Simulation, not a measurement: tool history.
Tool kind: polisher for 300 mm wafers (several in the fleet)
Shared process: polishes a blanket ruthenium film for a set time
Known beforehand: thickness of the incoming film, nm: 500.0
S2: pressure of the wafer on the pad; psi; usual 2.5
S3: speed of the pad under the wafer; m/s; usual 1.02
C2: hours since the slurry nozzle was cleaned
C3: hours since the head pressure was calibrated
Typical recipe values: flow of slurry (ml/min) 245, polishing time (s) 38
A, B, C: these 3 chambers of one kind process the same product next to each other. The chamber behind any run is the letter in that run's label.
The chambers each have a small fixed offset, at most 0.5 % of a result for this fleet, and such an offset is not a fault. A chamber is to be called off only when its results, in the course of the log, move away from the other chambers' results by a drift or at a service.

-- hour=7.1 chamber B: worn pad replaced by a new one
run 1B hour=7.1 | flow_of_slurry_(ml/min)=245 S2=2.5 S3=1.02 polishing_time_(s)=38 | wafers_polished_on_this_pad=0 C2=390.8 C3=1253.6 | film_removed_(Å)=459.64
run 2A hour=16.8 | flow_of_slurry_(ml/min)=245 S2=2.5 S3=1.02 polishing_time_(s)=38 | wafers_polished_on_this_pad=616 C2=307.2 C3=591.0 | film_removed_(Å)=458.84
run 3C hour=24.6 | flow_of_slurry_(ml/min)=245 S2=2.5 S3=1.02 polishing_time_(s)=38 | wafers_polished_on_this_pad=292 C2=212.2 C3=228.1 | film_removed_(Å)=453.95
run 4C hour=33.2 | flow_of_slurry_(ml/min)=245 S2=2.5 S3=1.02 polishing_time_(s)=38 | wafers_polished_on_this_pad=378 C2=220.8 C3=236.7 | film_removed_(Å)=451.71
run 5B hour=43.8 | flow_of_slurry_(ml/min)=245 S2=2.5 S3=1.02 polishing_time_(s)=38 | wafers_polished_on_this_pad=368 C2=427.5 C3=1290.3 | film_removed_(Å)=457.66
run 6A hour=49.9 | flow_of_slurry_(ml/min)=245 S2=2.5 S3=1.02 polishing_time_(s)=38 | wafers_polished_on_this_pad=949 C2=340.3 C3=624.1 | film_removed_(Å)=454.12
-- hour=56.4 chamber A: worn pad replaced by a new one
run 7B hour=61.5 | flow_of_slurry_(ml/min)=185 S2=3.1 S3=1.02 polishing_time_(s)=38 | wafers_polished_on_this_pad=546 C2=445.2 C3=1308.0 | film_removed_(Å)=549.65
-- hour=66.9 chamber C: worn pad replaced by a new one
run 8A hour=72.9 | flow_of_slurry_(ml/min)=185 S2=3.1 S3=1.02 polishing_time_(s)=38 | wafers_polished_on_this_pad=165 C2=363.3 C3=647.1 | film_removed_(Å)=543.93
run 9C hour=82.7 | flow_of_slurry_(ml/min)=185 S2=3.1 S3=1.02 polishing_time_(s)=38 | wafers_polished_on_this_pad=158 C2=270.3 C3=286.2 | film_removed_(Å)=548.80
-- hour=88.2 chamber B: worn pad replaced by a new one
run 10B hour=90.8 | flow_of_slurry_(ml/min)=245 S2=2.5 S3=1.02 polishing_time_(s)=38 | wafers_polished_on_this_pad=26 C2=474.5 C3=1337.3 | film_removed_(Å)=455.55
-- hour=93.3 chamber A: head pressure recalibrated
-- hour=97.0 chamber B: head pressure recalibrated
run 11A hour=100.8 | flow_of_slurry_(ml/min)=245 S2=2.5 S3=1.02 polishing_time_(s)=38 | wafers_polished_on_this_pad=445 C2=391.2 C3=7.6 | film_removed_(Å)=455.89
run 12C hour=110.8 | flow_of_slurry_(ml/min)=245 S2=2.5 S3=1.02 polishing_time_(s)=38 | wafers_polished_on_this_pad=440 C2=298.4 C3=314.3 | film_removed_(Å)=453.54
run 13C hour=116.2 | flow_of_slurry_(ml/min)=245 S2=2.5 S3=1.02 polishing_time_(s)=38 | wafers_polished_on_this_pad=495 C2=303.8 C3=319.7 | film_removed_(Å)=448.73
run 14A hour=124.3 | flow_of_slurry_(ml/min)=245 S2=2.5 S3=1.02 polishing_time_(s)=38 | wafers_polished_on_this_pad=681 C2=414.7 C3=31.1 | film_removed_(Å)=456.94
run 15B hour=135.2 | flow_of_slurry_(ml/min)=270 S2=2.5 S3=1.34 polishing_time_(s)=38 | wafers_polished_on_this_pad=472 C2=518.9 C3=38.2 | film_removed_(Å)=648.32
-- hour=139.5 chamber C: worn pad replaced by a new one
run 16A hour=145.6 | flow_of_slurry_(ml/min)=270 S2=2.5 S3=1.34 polishing_time_(s)=38 | wafers_polished_on_this_pad=895 C2=436.0 C3=52.4 | film_removed_(Å)=608.28
run 17B hour=156.5 | flow_of_slurry_(ml/min)=270 S2=2.5 S3=1.34 polishing_time_(s)=38 | wafers_polished_on_this_pad=686 C2=540.2 C3=59.5 | film_removed_(Å)=645.37
-- hour=159.7 chamber B: worn pad replaced by a new one
-- hour=166.2 chamber A: worn pad replaced by a new one
run 18C hour=168.7 | flow_of_slurry_(ml/min)=245 S2=2.5 S3=1.02 polishing_time_(s)=38 | wafers_polished_on_this_pad=293 C2=356.3 C3=372.2 | film_removed_(Å)=451.56
run 19C hour=180.0 | flow_of_slurry_(ml/min)=245 S2=2.5 S3=1.02 polishing_time_(s)=38 | wafers_polished_on_this_pad=407 C2=367.6 C3=383.5 | film_removed_(Å)=451.27
run 20A hour=189.2 | flow_of_slurry_(ml/min)=245 S2=2.5 S3=1.02 polishing_time_(s)=38 | wafers_polished_on_this_pad=231 C2=479.6 C3=96.0 | film_removed_(Å)=457.30
-- hour=198.3 chamber C: head pressure recalibrated
run 21B hour=201.4 | flow_of_slurry_(ml/min)=245 S2=2.5 S3=1.02 polishing_time_(s)=38 | wafers_polished_on_this_pad=419 C2=585.1 C3=104.4 | film_removed_(Å)=482.31
run 22B hour=207.7 | flow_of_slurry_(ml/min)=245 S2=2.5 S3=1.02 polishing_time_(s)=38 | wafers_polished_on_this_pad=482 C2=591.4 C3=110.7 | film_removed_(Å)=482.05
-- hour=214.6 chamber C: worn pad replaced by a new one
run 23C hour=217.2 | flow_of_slurry_(ml/min)=170 S2=2.5 S3=1.28 polishing_time_(s)=38 | wafers_polished_on_this_pad=26 C2=404.8 C3=19.0 | film_removed_(Å)=544.50
run 24A hour=225.6 | flow_of_slurry_(ml/min)=170 S2=2.5 S3=1.28 polishing_time_(s)=38 | wafers_polished_on_this_pad=596 C2=516.0 C3=132.4 | film_removed_(Å)=545.03
-- hour=225.7 chamber B: worn pad replaced by a new one
run 25A hour=232.0 | flow_of_slurry_(ml/min)=170 S2=2.5 S3=1.28 polishing_time_(s)=38 | wafers_polished_on_this_pad=660 C2=522.4 C3=138.8 | film_removed_(Å)=543.91
-- hour=236.0 chamber B: slurry nozzle cleaned
run 26B hour=242.8 | flow_of_slurry_(ml/min)=245 S2=2.5 S3=1.02 polishing_time_(s)=38 | wafers_polished_on_this_pad=172 C2=6.8 C3=145.8 | film_removed_(Å)=487.38
run 27C hour=254.3 | flow_of_slurry_(ml/min)=245 S2=2.5 S3=1.02 polishing_time_(s)=38 | wafers_polished_on_this_pad=399 C2=441.9 C3=56.1 | film_removed_(Å)=453.63
run 28C hour=264.9 | flow_of_slurry_(ml/min)=245 S2=3.2 S3=0.88 polishing_time_(s)=38 | wafers_polished_on_this_pad=505 C2=452.5 C3=66.7 | film_removed_(Å)=500.85
run 29A hour=271.6 | flow_of_slurry_(ml/min)=245 S2=3.2 S3=0.88 polishing_time_(s)=38 | wafers_polished_on_this_pad=1058 C2=562.0 C3=178.4 | film_removed_(Å)=500.52
run 30B hour=282.5 | flow_of_slurry_(ml/min)=245 S2=3.2 S3=0.88 polishing_time_(s)=38 | wafers_polished_on_this_pad=570 C2=46.5 C3=185.5 | film_removed_(Å)=530.62
run 31B hour=288.6 | flow_of_slurry_(ml/min)=245 S2=2.5 S3=1.02 polishing_time_(s)=38 | wafers_polished_on_this_pad=631 C2=52.6 C3=191.6 | film_removed_(Å)=487.56

For the next run the whole fleet of 3 chambers uses the same settings. Give each chamber's results:
run 32A hour=297.4 | flow_of_slurry_(ml/min)=245 S2=2.5 S3=1.02 polishing_time_(s)=38 | film_removed_(Å)=?
run 32B hour=297.4 | flow_of_slurry_(ml/min)=245 S2=2.5 S3=1.02 polishing_time_(s)=38 | film_removed_(Å)=?
run 32C hour=297.4 | flow_of_slurry_(ml/min)=245 S2=2.5 S3=1.02 polishing_time_(s)=38 | film_removed_(Å)=?

run=32A film_removed_(Å)=455.92
run=32B film_removed_(Å)=483.93
run=32C film_removed_(Å)=459.35

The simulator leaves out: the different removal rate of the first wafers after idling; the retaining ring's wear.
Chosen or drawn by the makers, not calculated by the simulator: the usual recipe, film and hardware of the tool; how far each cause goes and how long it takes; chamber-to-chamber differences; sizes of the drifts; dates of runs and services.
